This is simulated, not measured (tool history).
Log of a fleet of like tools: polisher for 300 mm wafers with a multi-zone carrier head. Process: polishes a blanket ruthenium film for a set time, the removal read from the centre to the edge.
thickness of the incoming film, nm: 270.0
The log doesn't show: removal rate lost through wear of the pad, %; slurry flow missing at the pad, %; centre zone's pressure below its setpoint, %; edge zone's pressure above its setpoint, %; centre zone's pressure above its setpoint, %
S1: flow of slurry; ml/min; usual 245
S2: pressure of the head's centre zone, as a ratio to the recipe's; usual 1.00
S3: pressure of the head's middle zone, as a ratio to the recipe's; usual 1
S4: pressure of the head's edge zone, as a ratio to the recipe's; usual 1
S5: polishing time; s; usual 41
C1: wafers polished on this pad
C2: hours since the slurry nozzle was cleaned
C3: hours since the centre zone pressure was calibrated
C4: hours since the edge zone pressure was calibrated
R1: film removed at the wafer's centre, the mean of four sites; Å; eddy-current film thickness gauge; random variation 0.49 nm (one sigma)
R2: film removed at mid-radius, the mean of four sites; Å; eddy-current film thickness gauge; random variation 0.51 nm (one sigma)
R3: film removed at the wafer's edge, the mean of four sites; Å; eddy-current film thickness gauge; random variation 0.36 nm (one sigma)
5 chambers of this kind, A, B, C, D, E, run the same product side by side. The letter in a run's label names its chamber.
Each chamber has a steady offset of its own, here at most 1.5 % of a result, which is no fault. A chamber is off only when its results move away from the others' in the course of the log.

run	day	S1	S2	S3	S4	S5	C1	C2	C3	C4	R1	R2	R3
1B	0.208	245	1.00	1	1	41	641	689.0	194.9	114.8	418.36	415.32	424.94
2E	0.379	245	1.00	1	1	41	382	131.0	550.2	144.4	421.53	416.37	416.76
3A	0.712	245	1.00	1	1	41	175	93.6	209.1	813.7	409.27	418.60	418.64
# day 0.933: chamber B: worn pad replaced by a new one
4D	1.071	245	1.00	1	1	41	985	205.7	228.2	106.2	430.39	424.89	412.00
5C	1.292	245	1.00	1	1	41	651	708.1	125.4	219.6	412.90	411.70	417.59
# day 1.558: chamber E: worn pad replaced by a new one
6E	1.667	245	1.00	1	1	41	25	161.9	581.1	175.3	422.18	418.65	421.72
# day 1.850: chamber D: worn pad replaced by a new one
7B	1.904	245	1.00	1	1	41	219	729.7	235.6	155.5	416.10	414.28	422.87
8D	2.238	245	1.00	1	1	41	87	233.7	256.2	134.2	427.89	416.02	411.84
# day 2.375: chamber C: worn pad replaced by a new one
9C	2.488	245	1.00	1	1	41	25	736.8	154.1	248.3	410.00	426.28	412.47
# day 2.654: chamber A: worn pad replaced by a new one
10A	2.725	245	1.00	1	1	41	16	141.9	257.4	862.0	411.94	406.56	415.96
11E	3.075	290	1.00	1	1	37	343	195.7	614.9	209.1	392.13	387.63	381.11
12A	3.388	290	1.00	1	1	37	166	157.8	273.3	877.9	387.09	383.21	383.52
13B	3.558	290	1.00	1	1	37	592	769.4	275.3	195.2	395.23	377.47	383.15
# day 3.812: chamber B: worn pad replaced by a new one
14C	3.938	290	1.00	1	1	37	352	771.6	188.9	283.1	382.40	393.11	385.15
15D	4.317	290	1.00	1	1	37	556	283.6	306.1	184.1	388.86	391.87	379.87
# day 4.371: chamber E: worn pad replaced by a new one
16B	4.538	245	1.00	1	1	41	164	792.9	298.8	218.7	412.64	415.50	419.06
17A	4.854	245	1.00	1	1	41	497	193.0	308.5	913.1	413.75	407.68	411.85
18D	5.079	245	1.00	1	1	41	729	301.9	324.4	202.4	414.00	422.22	412.21
# day 5.142: chamber A: centre zone pressure recalibrated
19C	5.429	165	1.04	1	1	41	689	807.4	224.7	318.9	398.53	407.50	398.01
# day 5.658: chamber A: worn pad replaced by a new one
20E	5.792	165	1.04	1	1	41	321	260.9	680.1	274.3	404.14	398.34	397.45
# day 5.967: chamber C: worn pad replaced by a new one
21C	6.171	165	1.04	1	1	41	46	825.2	242.5	336.7	404.22	406.59	401.54
22E	6.396	165	1.04	1	1	41	458	275.4	694.6	288.8	407.77	394.32	396.47
23D	6.646	165	1.04	1	1	41	1082	339.5	362.0	240.0	405.34	400.11	398.57
24B	6.858	245	1.00	1	1	41	688	848.6	354.5	274.4	420.14	419.77	419.97
25A	7.221	245	1.00	1	1	41	353	249.8	49.9	969.9	363.79	415.70	413.38
# day 7.233: chamber E: worn pad replaced by a new one
# day 7.329: chamber B: worn pad replaced by a new one
26E	7.542	245	1.00	1	1	41	70	302.9	722.1	316.3	423.11	416.17	415.18
# day 7.554: chamber D: worn pad replaced by a new one
27D	7.783	245	1.00	1	1	41	51	366.8	389.3	267.3	422.09	422.88	414.01
28A	8.100	245	1.00	1	1	41	551	270.9	71.0	991.0	361.15	419.34	418.48
29B	8.421	245	1.00	1	1	41	246	886.1	392.0	311.9	416.39	425.01	412.58
30C	8.754	245	1.00	1	1	41	629	887.2	304.5	398.7	413.81	425.16	412.82
# day 9.050: chamber A: worn pad replaced by a new one
31C	9.079	245	1.00	1	1	41	703	895.0	312.3	406.5	418.96	425.76	413.82
32D	9.358	245	1.00	1	1	41	407	404.6	427.1	305.1	422.00	420.11	410.81
33E	9.738	245	1.00	1	1	41	566	355.6	774.8	369.0	406.02	419.98	408.87
# day 9.779: chamber B: edge zone pressure recalibrated
34A	10.046	245	1.00	1	1	41	225	317.6	117.7	1037.7	361.13	420.56	415.15
# day 10.296: chamber B: slurry nozzle cleaned
35B	10.308	245	1.11	1	1	41	673	0.3	437.3	12.8	472.67	421.50	425.14
36A	10.521	245	1.11	1	1	41	332	329.0	129.1	1049.1	408.08	416.62	415.02
# day 10.571: chamber D: centre zone pressure recalibrated
37D	10.746	245	1.11	1	1	41	720	437.9	4.2	338.4	472.51	418.80	419.09

Next, every chamber runs the same settings. What will each give?
38A	11.017	245	1.00	1	1	41					?	?	?
38B	11.017	245	1.00	1	1	41					?	?	?
38C	11.017	245	1.00	1	1	41					?	?	?
38D	11.017	245	1.00	1	1	41					?	?	?
38E	11.017	245	1.00	1	1	41					?	?	?

run	R1	R2	R3
38A	371.87	415.24	412.32
38B	429.11	411.09	420.86
38C	419.39	431.28	421.18
38D	416.63	417.91	414.82
38E	410.00	422.43	418.46

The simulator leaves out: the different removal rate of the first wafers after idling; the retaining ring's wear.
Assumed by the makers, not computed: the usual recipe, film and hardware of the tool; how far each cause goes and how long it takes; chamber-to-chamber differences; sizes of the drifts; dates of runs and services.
